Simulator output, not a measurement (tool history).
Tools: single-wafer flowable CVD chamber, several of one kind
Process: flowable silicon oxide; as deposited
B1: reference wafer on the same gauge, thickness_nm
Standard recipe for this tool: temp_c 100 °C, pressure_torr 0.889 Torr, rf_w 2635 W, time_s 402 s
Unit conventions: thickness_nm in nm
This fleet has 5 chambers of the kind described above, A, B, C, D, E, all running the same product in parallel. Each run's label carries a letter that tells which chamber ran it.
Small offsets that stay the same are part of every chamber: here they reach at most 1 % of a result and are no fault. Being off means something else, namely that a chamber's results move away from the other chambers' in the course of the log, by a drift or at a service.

{"run": "1C", "day": 0.292, "temp_c": 100, "pressure_torr": 0.889, "rf_w": 2635, "time_s": 402, "B1": 343.97, "thickness_nm": 292.03}
{"run": "2D", "day": 0.554, "temp_c": 100, "pressure_torr": 0.889, "rf_w": 2635, "time_s": 402, "B1": 343.99, "thickness_nm": 293.05}
{"run": "3B", "day": 0.938, "temp_c": 100, "pressure_torr": 0.889, "rf_w": 2635, "time_s": 402, "B1": 343.9, "thickness_nm": 295.23}
{"run": "4A", "day": 1.238, "temp_c": 100, "pressure_torr": 0.889, "rf_w": 2635, "time_s": 402, "B1": 343.87, "thickness_nm": 291.21}
{"run": "5E", "day": 1.521, "temp_c": 100, "pressure_torr": 0.889, "rf_w": 2635, "time_s": 402, "B1": 343.79, "thickness_nm": 290.96}
{"run": "6C", "day": 1.996, "temp_c": 100, "pressure_torr": 0.889, "rf_w": 2635, "time_s": 402, "B1": 343.89, "thickness_nm": 292.3}
{"run": "7E", "day": 2.242, "temp_c": 100, "pressure_torr": 0.889, "rf_w": 2635, "time_s": 367, "B1": 343.73, "thickness_nm": 265.9}
{"run": "8A", "day": 2.467, "temp_c": 100, "pressure_torr": 0.889, "rf_w": 2635, "time_s": 367, "B1": 343.77, "thickness_nm": 265.24}
{"run": "9B", "day": 2.875, "temp_c": 100, "pressure_torr": 0.889, "rf_w": 2635, "time_s": 367, "B1": 343.67, "thickness_nm": 269.31}
{"run": "10D", "day": 3.283, "temp_c": 100, "pressure_torr": 0.889, "rf_w": 2635, "time_s": 367, "B1": 343.57, "thickness_nm": 267.96}
{"run": "11C", "day": 3.721, "temp_c": 100, "pressure_torr": 0.889, "rf_w": 2635, "time_s": 367, "B1": 343.59, "thickness_nm": 266.49}
{"run": "12A", "day": 4.129, "temp_c": 100, "pressure_torr": 0.889, "rf_w": 2635, "time_s": 402, "B1": 343.54, "thickness_nm": 291}
{"run": "13D", "day": 4.525, "temp_c": 100, "pressure_torr": 0.889, "rf_w": 2635, "time_s": 402, "B1": 343.44, "thickness_nm": 292.59}
{"run": "14B", "day": 4.867, "temp_c": 100, "pressure_torr": 0.889, "rf_w": 2635, "time_s": 402, "B1": 343.49, "thickness_nm": 295.19}
{"run": "15E", "day": 5.104, "temp_c": 100, "pressure_torr": 0.889, "rf_w": 2635, "time_s": 402, "B1": 343.37, "thickness_nm": 290.79}
{"run": "16B", "day": 5.567, "temp_c": 100, "pressure_torr": 0.889, "rf_w": 2635, "time_s": 402, "B1": 343.41, "thickness_nm": 294.18}
{"run": "17C", "day": 6.021, "temp_c": 100, "pressure_torr": 0.889, "rf_w": 2635, "time_s": 402, "B1": 343.3, "thickness_nm": 291.75}
{"run": "18A", "day": 6.271, "temp_c": 100, "pressure_torr": 0.889, "rf_w": 2635, "time_s": 402, "B1": 343.26, "thickness_nm": 290.48}
{"run": "19D", "day": 6.721, "temp_c": 100, "pressure_torr": 0.889, "rf_w": 2635, "time_s": 402, "B1": 343.24, "thickness_nm": 293.11}
{"run": "20E", "day": 7.088, "temp_c": 100, "pressure_torr": 0.889, "rf_w": 2635, "time_s": 402, "B1": 343.25, "thickness_nm": 290.33}
{"run": "21D", "day": 7.371, "temp_c": 100, "pressure_torr": 0.889, "rf_w": 2635, "time_s": 402, "B1": 343.11, "thickness_nm": 292.39}
{"day": 7.517, "done": "chamber E: thermocouple changed; heater temperature recalibrated"}
{"run": "22C", "day": 7.629, "temp_c": 100, "pressure_torr": 0.889, "rf_w": 2635, "time_s": 402, "B1": 343.2, "thickness_nm": 291.55}
{"run": "23B", "day": 7.929, "temp_c": 100, "pressure_torr": 0.889, "rf_w": 2635, "time_s": 402, "B1": 343.14, "thickness_nm": 294.4}
{"run": "24A", "day": 8.308, "temp_c": 100, "pressure_torr": 0.889, "rf_w": 2635, "time_s": 402, "B1": 343.06, "thickness_nm": 290.18}
{"run": "25E", "day": 8.658, "temp_c": 108, "pressure_torr": 0.889, "rf_w": 2635, "time_s": 402, "B1": 343.1, "thickness_nm": 221.03}
{"run": "26A", "day": 9.1, "temp_c": 108, "pressure_torr": 0.889, "rf_w": 2635, "time_s": 402, "B1": 342.98, "thickness_nm": 221.44}
{"run": "27C", "day": 9.554, "temp_c": 108, "pressure_torr": 0.889, "rf_w": 2635, "time_s": 402, "B1": 342.92, "thickness_nm": 222.16}
{"run": "28E", "day": 9.854, "temp_c": 108, "pressure_torr": 0.889, "rf_w": 2635, "time_s": 402, "B1": 342.89, "thickness_nm": 221.39}
{"run": "29D", "day": 10.108, "temp_c": 108, "pressure_torr": 0.889, "rf_w": 2635, "time_s": 402, "B1": 342.85, "thickness_nm": 222.74}
{"run": "30B", "day": 10.558, "temp_c": 100, "pressure_torr": 0.889, "rf_w": 2635, "time_s": 402, "B1": 342.9, "thickness_nm": 294.82}
{"day": 10.954, "done": "chamber D: capacitance manometer re-zeroed and calibrated"}
{"run": "31B", "day": 11.029, "temp_c": 100, "pressure_torr": 0.889, "rf_w": 2635, "time_s": 402, "B1": 342.83, "thickness_nm": 294.07}
{"run": "32E", "day": 11.438, "temp_c": 100, "pressure_torr": 0.889, "rf_w": 2635, "time_s": 402, "B1": 342.78, "thickness_nm": 289.53}
{"run": "33D", "day": 11.85, "temp_c": 100, "pressure_torr": 0.889, "rf_w": 2635, "time_s": 402, "B1": 342.61, "thickness_nm": 292.89}
{"run": "34C", "day": 12.092, "temp_c": 100, "pressure_torr": 0.889, "rf_w": 2635, "time_s": 402, "B1": 342.59, "thickness_nm": 291.17}
{"run": "35A", "day": 12.533, "temp_c": 100, "pressure_torr": 0.889, "rf_w": 2635, "time_s": 402, "B1": 342.54, "thickness_nm": 289.93}
{"run": "36E", "day": 12.921, "temp_c": 100, "pressure_torr": 0.889, "rf_w": 2635, "time_s": 445, "B1": 342.52, "thickness_nm": 319.96}

Predict what each chamber gives when all 5 of them run the settings below next.
{"run": "37A", "day": 13.262, "temp_c": 100, "pressure_torr": 0.889, "rf_w": 2635, "time_s": 402, "thickness_nm": "?"}
{"run": "37B", "day": 13.262, "temp_c": 100, "pressure_torr": 0.889, "rf_w": 2635, "time_s": 402, "thickness_nm": "?"}
{"run": "37C", "day": 13.262, "temp_c": 100, "pressure_torr": 0.889, "rf_w": 2635, "time_s": 402, "thickness_nm": "?"}
{"run": "37D", "day": 13.262, "temp_c": 100, "pressure_torr": 0.889, "rf_w": 2635, "time_s": 402, "thickness_nm": "?"}
{"run": "37E", "day": 13.262, "temp_c": 100, "pressure_torr": 0.889, "rf_w": 2635, "time_s": 402, "thickness_nm": "?"}

run=37A thickness_nm=289.23
run=37B thickness_nm=293.79
run=37C thickness_nm=291.38
run=37D thickness_nm=292.4
run=37E thickness_nm=289.72
